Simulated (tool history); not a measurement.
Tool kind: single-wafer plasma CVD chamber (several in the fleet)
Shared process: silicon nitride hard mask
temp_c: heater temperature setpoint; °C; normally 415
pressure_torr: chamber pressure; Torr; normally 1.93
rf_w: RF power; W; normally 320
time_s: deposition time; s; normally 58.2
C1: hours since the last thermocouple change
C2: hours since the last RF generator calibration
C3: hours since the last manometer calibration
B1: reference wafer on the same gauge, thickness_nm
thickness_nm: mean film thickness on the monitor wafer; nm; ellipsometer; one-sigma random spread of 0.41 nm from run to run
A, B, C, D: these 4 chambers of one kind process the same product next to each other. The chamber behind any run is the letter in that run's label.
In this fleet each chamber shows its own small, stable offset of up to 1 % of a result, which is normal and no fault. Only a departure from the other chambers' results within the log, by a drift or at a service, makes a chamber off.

run 1A hour=3.4 | temp_c=415 pressure_torr=1.93 rf_w=320 time_s=58.2 | C1=819.9 C2=1632.7 C3=389.0 | B1=82.392 | thickness_nm=73.051
run 2D hour=7.9 | temp_c=415 pressure_torr=1.93 rf_w=320 time_s=58.2 | C1=431.6 C2=545.2 C3=1892.7 | B1=82.432 | thickness_nm=72.591
run 3B hour=12.1 | temp_c=415 pressure_torr=1.93 rf_w=320 time_s=58.2 | C1=639.3 C2=302.9 C3=2136.2 | B1=82.555 | thickness_nm=73.405
-- hour=13.8 chamber B: capacitance manometer re-zeroed and calibrated
run 4C hour=14.8 | temp_c=415 pressure_torr=1.93 rf_w=320 time_s=58.2 | C1=1145.9 C2=1625.6 C3=441.4 | B1=82.277 | thickness_nm=73.697
run 5A hour=20.2 | temp_c=415 pressure_torr=1.93 rf_w=320 time_s=58.2 | C1=836.7 C2=1649.5 C3=405.8 | B1=82.428 | thickness_nm=73.244
run 6C hour=24.8 | temp_c=415 pressure_torr=1.93 rf_w=320 time_s=58.2 | C1=1155.9 C2=1635.6 C3=451.4 | B1=82.204 | thickness_nm=73.172
run 7B hour=30.1 | temp_c=415 pressure_torr=1.93 rf_w=320 time_s=58.2 | C1=657.3 C2=320.9 C3=16.3 | B1=82.290 | thickness_nm=74.125
run 8D hour=35.6 | temp_c=420 pressure_torr=1.93 rf_w=320 time_s=58.2 | C1=459.3 C2=572.9 C3=1920.4 | B1=82.479 | thickness_nm=72.589
run 9B hour=38.3 | temp_c=420 pressure_torr=1.93 rf_w=320 time_s=58.2 | C1=665.5 C2=329.1 C3=24.5 | B1=82.405 | thickness_nm=73.282
run 10A hour=43.3 | temp_c=420 pressure_torr=1.93 rf_w=320 time_s=58.2 | C1=859.8 C2=1672.6 C3=428.9 | B1=82.496 | thickness_nm=73.342
run 11C hour=47.6 | temp_c=420 pressure_torr=1.93 rf_w=320 time_s=58.2 | C1=1178.7 C2=1658.4 C3=474.2 | B1=82.454 | thickness_nm=73.791
run 12D hour=52.1 | temp_c=415 pressure_torr=1.93 rf_w=320 time_s=58.2 | C1=475.8 C2=589.4 C3=1936.9 | B1=82.365 | thickness_nm=72.126
run 13D hour=58.1 | temp_c=415 pressure_torr=1.93 rf_w=320 time_s=58.2 | C1=481.8 C2=595.4 C3=1942.9 | B1=82.430 | thickness_nm=72.827
run 14A hour=63.2 | temp_c=415 pressure_torr=1.93 rf_w=320 time_s=58.2 | C1=879.7 C2=1692.5 C3=448.8 | B1=82.586 | thickness_nm=73.486
run 15B hour=67.0 | temp_c=415 pressure_torr=1.93 rf_w=320 time_s=58.2 | C1=694.2 C2=357.8 C3=53.2 | B1=82.333 | thickness_nm=73.070
run 16C hour=70.4 | temp_c=415 pressure_torr=1.93 rf_w=320 time_s=58.2 | C1=1201.5 C2=1681.2 C3=497.0 | B1=82.481 | thickness_nm=73.425
run 17B hour=75.1 | temp_c=415 pressure_torr=1.93 rf_w=320 time_s=58.2 | C1=702.3 C2=365.9 C3=61.3 | B1=82.325 | thickness_nm=73.374
run 18C hour=79.1 | temp_c=415 pressure_torr=1.93 rf_w=320 time_s=58.2 | C1=1210.2 C2=1689.9 C3=505.7 | B1=82.428 | thickness_nm=73.024
run 19A hour=83.3 | temp_c=415 pressure_torr=1.63 rf_w=320 time_s=58.2 | C1=899.8 C2=1712.6 C3=468.9 | B1=82.398 | thickness_nm=70.208
run 20D hour=88.4 | temp_c=415 pressure_torr=1.63 rf_w=320 time_s=58.2 | C1=512.1 C2=625.7 C3=1973.2 | B1=82.347 | thickness_nm=69.210
run 21A hour=93.3 | temp_c=415 pressure_torr=1.63 rf_w=320 time_s=58.2 | C1=909.8 C2=1722.6 C3=478.9 | B1=82.389 | thickness_nm=70.434
run 22D hour=98.1 | temp_c=415 pressure_torr=1.63 rf_w=320 time_s=58.2 | C1=521.8 C2=635.4 C3=1982.9 | B1=82.392 | thickness_nm=69.275
run 23C hour=102.0 | temp_c=415 pressure_torr=1.93 rf_w=320 time_s=58.2 | C1=1233.1 C2=1712.8 C3=528.6 | B1=82.434 | thickness_nm=73.528
run 24B hour=104.6 | temp_c=415 pressure_torr=1.93 rf_w=320 time_s=58.2 | C1=731.8 C2=395.4 C3=90.8 | B1=82.519 | thickness_nm=73.274
run 25D hour=108.8 | temp_c=415 pressure_torr=1.93 rf_w=320 time_s=58.2 | C1=532.5 C2=646.1 C3=1993.6 | B1=82.497 | thickness_nm=72.797
run 26C hour=113.9 | temp_c=415 pressure_torr=1.93 rf_w=320 time_s=58.2 | C1=1245.0 C2=1724.7 C3=540.5 | B1=82.532 | thickness_nm=73.611
run 27B hour=117.9 | temp_c=415 pressure_torr=1.93 rf_w=320 time_s=58.2 | C1=745.1 C2=408.7 C3=104.1 | B1=82.360 | thickness_nm=72.940
run 28A hour=123.3 | temp_c=415 pressure_torr=1.93 rf_w=320 time_s=58.2 | C1=939.8 C2=1752.6 C3=508.9 | B1=82.494 | thickness_nm=73.366
run 29A hour=126.9 | temp_c=415 pressure_torr=1.93 rf_w=320 time_s=66.5 | C1=943.4 C2=1756.2 C3=512.5 | B1=82.553 | thickness_nm=83.545
run 30D hour=130.3 | temp_c=415 pressure_torr=1.93 rf_w=320 time_s=66.5 | C1=554.0 C2=667.6 C3=2015.1 | B1=82.481 | thickness_nm=83.521
run 31B hour=134.4 | temp_c=415 pressure_torr=1.93 rf_w=320 time_s=66.5 | C1=761.6 C2=425.2 C3=120.6 | B1=82.390 | thickness_nm=83.821
run 32C hour=137.1 | temp_c=415 pressure_torr=1.93 rf_w=320 time_s=66.5 | C1=1268.2 C2=1747.9 C3=563.7 | B1=82.407 | thickness_nm=83.770
run 33C hour=141.2 | temp_c=415 pressure_torr=1.93 rf_w=320 time_s=58.2 | C1=1272.3 C2=1752.0 C3=567.8 | B1=82.281 | thickness_nm=73.345
run 34D hour=145.9 | temp_c=415 pressure_torr=1.93 rf_w=320 time_s=58.2 | C1=569.6 C2=683.2 C3=2030.7 | B1=82.322 | thickness_nm=72.670
run 35B hour=148.9 | temp_c=415 pressure_torr=1.93 rf_w=320 time_s=58.2 | C1=776.1 C2=439.7 C3=135.1 | B1=82.425 | thickness_nm=73.248
run 36A hour=154.2 | temp_c=415 pressure_torr=1.93 rf_w=320 time_s=58.2 | C1=970.7 C2=1783.5 C3=539.8 | B1=82.402 | thickness_nm=72.779
run 37B hour=157.6 | temp_c=415 pressure_torr=1.93 rf_w=320 time_s=58.2 | C1=784.8 C2=448.4 C3=143.8 | B1=82.269 | thickness_nm=73.341
run 38C hour=160.2 | temp_c=415 pressure_torr=1.93 rf_w=320 time_s=58.2 | C1=1291.3 C2=1771.0 C3=586.8 | B1=82.340 | thickness_nm=73.712
run 39A hour=163.7 | temp_c=415 pressure_torr=1.93 rf_w=320 time_s=58.2 | C1=980.2 C2=1793.0 C3=549.3 | B1=82.449 | thickness_nm=73.907
run 40D hour=168.2 | temp_c=415 pressure_torr=1.93 rf_w=320 time_s=58.2 | C1=591.9 C2=705.5 C3=2053.0 | B1=82.387 | thickness_nm=72.664

Decide between three cases: one chamber stands off from its peers, the gauge reading all wafers drifts, or nothing is wrong past each chamber's small offset. Where a chamber is off, say which and what most likely put it there.

No chamber is off and the gauge is stable; the differences are just each chamber's small, constant offset.
